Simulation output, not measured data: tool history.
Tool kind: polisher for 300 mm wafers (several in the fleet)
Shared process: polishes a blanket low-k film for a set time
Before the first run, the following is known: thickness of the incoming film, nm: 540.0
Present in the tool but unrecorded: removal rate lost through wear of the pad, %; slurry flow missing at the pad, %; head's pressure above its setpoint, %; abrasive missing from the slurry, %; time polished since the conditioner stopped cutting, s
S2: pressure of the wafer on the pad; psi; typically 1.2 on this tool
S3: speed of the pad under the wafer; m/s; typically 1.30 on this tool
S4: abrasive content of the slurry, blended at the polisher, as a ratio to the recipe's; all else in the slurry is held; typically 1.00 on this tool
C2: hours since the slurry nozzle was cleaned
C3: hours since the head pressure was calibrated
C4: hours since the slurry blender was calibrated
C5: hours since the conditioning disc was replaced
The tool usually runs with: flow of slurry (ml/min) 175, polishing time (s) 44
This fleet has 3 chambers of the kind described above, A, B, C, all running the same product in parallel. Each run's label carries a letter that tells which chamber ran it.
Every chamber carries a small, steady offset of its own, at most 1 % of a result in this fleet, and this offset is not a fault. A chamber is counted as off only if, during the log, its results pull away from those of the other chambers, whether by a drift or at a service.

Run 1A, hour 10.1: usual settings; wafers polished on this pad 657; C2 721.2; C3 274.1; C4 99.2; C5 340.0. Result: film removed (angstrom) 149.64.
At hour 18.1: chamber A: worn pad replaced by a new one.
Run 2C, hour 18.8: usual settings; wafers polished on this pad 564; C2 362.9; C3 462.4; C4 177.6; C5 167.2. Result: film removed (angstrom) 151.41.
At hour 19.1: chamber C: slurry blender recalibrated.
Run 3B, hour 33.2: usual settings; wafers polished on this pad 581; C2 295.5; C3 52.6; C4 196.7; C5 311.8. Result: film removed (angstrom) 151.93.
At hour 38.1: chamber B: worn pad replaced by a new one.
Run 4B, hour 46.0: usual settings; wafers polished on this pad 88; C2 308.3; C3 65.4; C4 209.5; C5 324.6. Result: film removed (angstrom) 152.50.
At hour 49.5: chamber C: worn pad replaced by a new one.
Run 5C, hour 58.3: usual settings; wafers polished on this pad 97; C2 402.4; C3 501.9; C4 39.2; C5 206.7. Result: film removed (angstrom) 150.43.
Run 6A, hour 68.7: usual settings; wafers polished on this pad 559; C2 779.8; C3 332.7; C4 157.8; C5 398.6. Result: film removed (angstrom) 151.54.
Run 7C, hour 80.6: usual settings; wafers polished on this pad 344; C2 424.7; C3 524.2; C4 61.5; C5 229.0. Result: film removed (angstrom) 150.50.
At hour 81.3: chamber C: conditioning disc replaced and pad reconditioned.
At hour 86.9: chamber C: slurry nozzle cleaned.
Run 8A, hour 88.8: usual settings; wafers polished on this pad 781; C2 799.9; C3 352.8; C4 177.9; C5 418.7. Result: film removed (angstrom) 150.62.
At hour 90.4: chamber A: conditioning disc replaced and pad reconditioned.
At hour 99.4: chamber B: conditioning disc replaced and pad reconditioned.
Run 9B, hour 100.2: usual settings but flow of slurry (ml/min) 155, S3 1.68 m/s; wafers polished on this pad 687; C2 362.5; C3 119.6; C4 263.7; C5 0.9. Result: film removed (angstrom) 180.02.
At hour 101.5: chamber B: worn pad replaced by a new one.
At hour 103.9: chamber A: worn pad replaced by a new one.
Run 10C, hour 107.5: usual settings but flow of slurry (ml/min) 155, S3 1.68 m/s; wafers polished on this pad 641; C2 20.6; C3 551.1; C4 88.4; C5 26.3. Result: film removed (angstrom) 183.66.
Run 11B, hour 121.0: usual settings but flow of slurry (ml/min) 155, S3 1.68 m/s; wafers polished on this pad 215; C2 383.3; C3 140.4; C4 284.5; C5 21.7. Result: film removed (angstrom) 178.50.
At hour 125.2: chamber B: slurry blender recalibrated.
At hour 133.1: chamber A: slurry nozzle cleaned.
Run 12A, hour 134.7: usual settings; wafers polished on this pad 340; C2 1.7; C3 398.7; C4 223.8; C5 44.4. Result: film removed (angstrom) 151.12.
Run 13A, hour 145.7: usual settings; wafers polished on this pad 462; C2 12.7; C3 409.7; C4 234.8; C5 55.4. Result: film removed (angstrom) 151.12.
At hour 150.5: chamber C: worn pad replaced by a new one.
At hour 151.6: chamber B: worn pad replaced by a new one.
Run 14C, hour 155.7: usual settings but S3 1.16 m/s; wafers polished on this pad 58; C2 68.8; C3 599.3; C4 136.6; C5 74.5. Result: film removed (angstrom) 139.26.
Run 15B, hour 170.8: usual settings but S3 1.16 m/s; wafers polished on this pad 212; C2 433.1; C3 190.2; C4 45.6; C5 71.5. Result: film removed (angstrom) 134.96.
Run 16B, hour 183.4: usual settings but S3 1.16 m/s; wafers polished on this pad 351; C2 445.7; C3 202.8; C4 58.2; C5 84.1. Result: film removed (angstrom) 134.07.
At hour 188.0: chamber A: worn pad replaced by a new one.
Run 17C, hour 194.3: usual settings; wafers polished on this pad 484; C2 107.4; C3 637.9; C4 175.2; C5 113.1. Result: film removed (angstrom) 151.23.
Run 18A, hour 205.4: usual settings but flow of slurry (ml/min) 140, S4 1.10; wafers polished on this pad 192; C2 72.4; C3 469.4; C4 294.5; C5 115.1. Result: film removed (angstrom) 153.88.
At hour 211.4: chamber B: worn pad replaced by a new one.
Run 19A, hour 214.5: usual settings but flow of slurry (ml/min) 140, S4 1.10; wafers polished on this pad 292; C2 81.5; C3 478.5; C4 303.6; C5 124.2. Result: film removed (angstrom) 152.09.
Run 20B, hour 226.2: usual settings but flow of slurry (ml/min) 140, S4 1.10; wafers polished on this pad 164; C2 488.5; C3 245.6; C4 101.0; C5 126.9. Result: film removed (angstrom) 143.92.
Run 21C, hour 240.5: usual settings; wafers polished on this pad 995; C2 153.6; C3 684.1; C4 221.4; C5 159.3. Result: film removed (angstrom) 151.00.
At hour 242.7: chamber C: worn pad replaced by a new one.
At hour 248.0: chamber C: slurry blender recalibrated.
Run 22A, hour 252.2: usual settings; wafers polished on this pad 709; C2 119.2; C3 516.2; C4 341.3; C5 161.9. Result: film removed (angstrom) 151.64.
At hour 260.8: chamber B: worn pad replaced by a new one.
Run 23C, hour 266.2: usual settings; wafers polished on this pad 260; C2 179.3; C3 709.8; C4 18.3; C5 185.0. Result: film removed (angstrom) 150.39.
Run 24B, hour 273.0: usual settings; wafers polished on this pad 135; C2 535.3; C3 292.4; C4 147.8; C5 173.7. Result: film removed (angstrom) 143.59.
Run 25C, hour 282.4: usual settings; wafers polished on this pad 439; C2 195.5; C3 726.0; C4 34.5; C5 201.2. Result: film removed (angstrom) 150.58.

The same settings go to every chamber for the next run, one line per chamber below. Forecast the results for each:
Run 26A, hour 293.4: usual settings but S4 1.15. Result: film removed (angstrom) ?.
Run 26B, hour 293.4: usual settings but S4 1.15. Result: film removed (angstrom) ?.
Run 26C, hour 293.4: usual settings but S4 1.15. Result: film removed (angstrom) ?.

run  film removed (angstrom)
26A                   159.70
26B                   151.80
26C                   160.65
